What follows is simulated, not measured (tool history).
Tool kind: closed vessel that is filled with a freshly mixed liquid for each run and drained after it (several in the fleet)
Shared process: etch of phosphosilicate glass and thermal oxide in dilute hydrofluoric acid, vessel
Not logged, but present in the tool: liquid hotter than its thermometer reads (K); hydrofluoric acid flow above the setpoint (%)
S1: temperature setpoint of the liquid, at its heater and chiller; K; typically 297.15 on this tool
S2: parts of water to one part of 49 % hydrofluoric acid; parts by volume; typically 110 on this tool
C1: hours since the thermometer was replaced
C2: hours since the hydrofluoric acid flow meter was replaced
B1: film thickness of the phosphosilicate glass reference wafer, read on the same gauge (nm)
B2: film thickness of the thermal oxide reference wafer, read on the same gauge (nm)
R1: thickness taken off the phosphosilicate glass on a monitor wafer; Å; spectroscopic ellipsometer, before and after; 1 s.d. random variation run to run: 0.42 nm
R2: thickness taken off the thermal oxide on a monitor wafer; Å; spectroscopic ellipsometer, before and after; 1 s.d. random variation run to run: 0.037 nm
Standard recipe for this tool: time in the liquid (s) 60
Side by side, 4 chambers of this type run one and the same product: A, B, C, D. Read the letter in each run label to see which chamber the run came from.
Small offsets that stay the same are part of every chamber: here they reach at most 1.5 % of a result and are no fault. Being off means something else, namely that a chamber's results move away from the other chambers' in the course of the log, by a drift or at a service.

run 1A hour=10.1 | S1=297.15 S2=110 time_in_the_liquid_(s)=60 | C1=313.9 C2=1224.7 | B1=80.029 B2=100.02 | R1=460.11 R2=25.215
run 2C hour=18.6 | S1=297.15 S2=110 time_in_the_liquid_(s)=60 | C1=217.5 C2=793.1 | B1=80.005 B2=100 | R1=464.4 R2=24.665
run 3B hour=26.1 | S1=297.15 S2=110 time_in_the_liquid_(s)=60 | C1=769.8 C2=380.9 | B1=80.034 B2=100.02 | R1=463.87 R2=24.531
run 4D hour=38.6 | S1=297.15 S2=110 time_in_the_liquid_(s)=60 | C1=258.3 C2=609.6 | B1=79.983 B2=99.98 | R1=457.28 R2=24.558
run 5D hour=46.2 | S1=297.15 S2=110 time_in_the_liquid_(s)=60 | C1=265.9 C2=617.2 | B1=80.021 B2=99.985 | R1=460.95 R2=24.81
run 6B hour=61.1 | S1=297.15 S2=110 time_in_the_liquid_(s)=60 | C1=804.8 C2=415.9 | B1=79.97 B2=100.05 | R1=467.83 R2=25.888
run 7A hour=73.5 | S1=297.15 S2=110 time_in_the_liquid_(s)=60 | C1=377.3 C2=1288.1 | B1=80.034 B2=100 | R1=465.63 R2=25.219
run 8C hour=87.1 | S1=297.15 S2=110 time_in_the_liquid_(s)=60 | C1=286 C2=861.6 | B1=79.955 B2=100.02 | R1=455.49 R2=24.439
run 9D hour=94.8 | S1=297.15 S2=110 time_in_the_liquid_(s)=60 | C1=314.5 C2=665.8 | B1=80.005 B2=99.998 | R1=455.13 R2=23.947
run 10A hour=101.7 | S1=297.15 S2=110 time_in_the_liquid_(s)=60 | C1=405.5 C2=1316.3 | B1=79.963 B2=100.01 | R1=461.13 R2=25.198
run 11B hour=115 | S1=297.15 S2=110 time_in_the_liquid_(s)=60 | C1=858.7 C2=469.8 | B1=80.014 B2=99.996 | R1=462.35 R2=25.365
run 12C hour=123.9 | S1=295.65 S2=110 time_in_the_liquid_(s)=60 | C1=322.8 C2=898.4 | B1=79.957 B2=99.989 | R1=431.21 R2=22.883
run 13B hour=136.8 | S1=295.65 S2=110 time_in_the_liquid_(s)=60 | C1=880.5 C2=491.6 | B1=80.012 B2=100 | R1=431.12 R2=22.746
run 14A hour=147.8 | S1=295.65 S2=110 time_in_the_liquid_(s)=60 | C1=451.6 C2=1362.4 | B1=80.041 B2=100.03 | R1=437.93 R2=23.898
run 15C hour=158.8 | S1=295.65 S2=110 time_in_the_liquid_(s)=60 | C1=357.7 C2=933.3 | B1=79.996 B2=100.03 | R1=437.6 R2=23.786
run 16D hour=169.7 | S1=297.15 S2=110 time_in_the_liquid_(s)=60 | C1=389.4 C2=740.7 | B1=79.992 B2=100 | R1=455.8 R2=24.593
run 17D hour=179.1 | S1=297.15 S2=110 time_in_the_liquid_(s)=60 | C1=398.8 C2=750.1 | B1=80.028 B2=99.993 | R1=460.8 R2=24.733
run 18B hour=186.9 | S1=297.15 S2=110 time_in_the_liquid_(s)=60 | C1=930.6 C2=541.7 | B1=80.018 B2=100.01 | R1=464.48 R2=25.658
run 19A hour=201.1 | S1=299.65 S2=110 time_in_the_liquid_(s)=30 | C1=504.9 C2=1415.7 | B1=79.99 B2=100 | R1=255.97 R2=13.837
-- hour=205.1 chamber A: hydrofluoric acid flow meter replaced
run 20C hour=214.2 | S1=299.65 S2=110 time_in_the_liquid_(s)=30 | C1=413.1 C2=988.7 | B1=79.959 B2=100.03 | R1=253.24 R2=13.524
run 21C hour=225.3 | S1=299.65 S2=110 time_in_the_liquid_(s)=30 | C1=424.2 C2=999.8 | B1=80.058 B2=100.03 | R1=255.78 R2=13.726
run 22B hour=236.1 | S1=299.65 S2=110 time_in_the_liquid_(s)=30 | C1=979.8 C2=590.9 | B1=80.003 B2=100 | R1=254.16 R2=13.753
run 23D hour=248 | S1=297.15 S2=110 time_in_the_liquid_(s)=60 | C1=467.7 C2=819 | B1=80.025 B2=100.01 | R1=459.78 R2=25
run 24A hour=259.8 | S1=297.15 S2=110 time_in_the_liquid_(s)=60 | C1=563.6 C2=54.8 | B1=79.983 B2=100.02 | R1=464.58 R2=24.666
run 25A hour=267.1 | S1=297.15 S2=110 time_in_the_liquid_(s)=45 | C1=570.9 C2=62.1 | B1=79.98 B2=99.979 | R1=340.8 R2=18.753
run 26B hour=278.2 | S1=297.15 S2=110 time_in_the_liquid_(s)=45 | C1=1021.9 C2=633 | B1=79.939 B2=100 | R1=350.5 R2=18.658
run 27C hour=286.4 | S1=297.15 S2=110 time_in_the_liquid_(s)=45 | C1=485.3 C2=1060.9 | B1=80.037 B2=100.01 | R1=347.1 R2=18.784

The same settings go to every chamber for the next run, one line per chamber below. Forecast the results for each:
run 28A hour=297.1 | S1=297.15 S2=155 time_in_the_liquid_(s)=60 | R1=? R2=?
run 28B hour=297.1 | S1=297.15 S2=155 time_in_the_liquid_(s)=60 | R1=? R2=?
run 28C hour=297.1 | S1=297.15 S2=155 time_in_the_liquid_(s)=60 | R1=? R2=?
run 28D hour=297.1 | S1=297.15 S2=155 time_in_the_liquid_(s)=60 | R1=? R2=?

run=28A R1=311.38 R2=16.641
run=28B R1=312.37 R2=16.744
run=28C R1=306.6 R2=16.378
run=28D R1=307.96 R2=16.616

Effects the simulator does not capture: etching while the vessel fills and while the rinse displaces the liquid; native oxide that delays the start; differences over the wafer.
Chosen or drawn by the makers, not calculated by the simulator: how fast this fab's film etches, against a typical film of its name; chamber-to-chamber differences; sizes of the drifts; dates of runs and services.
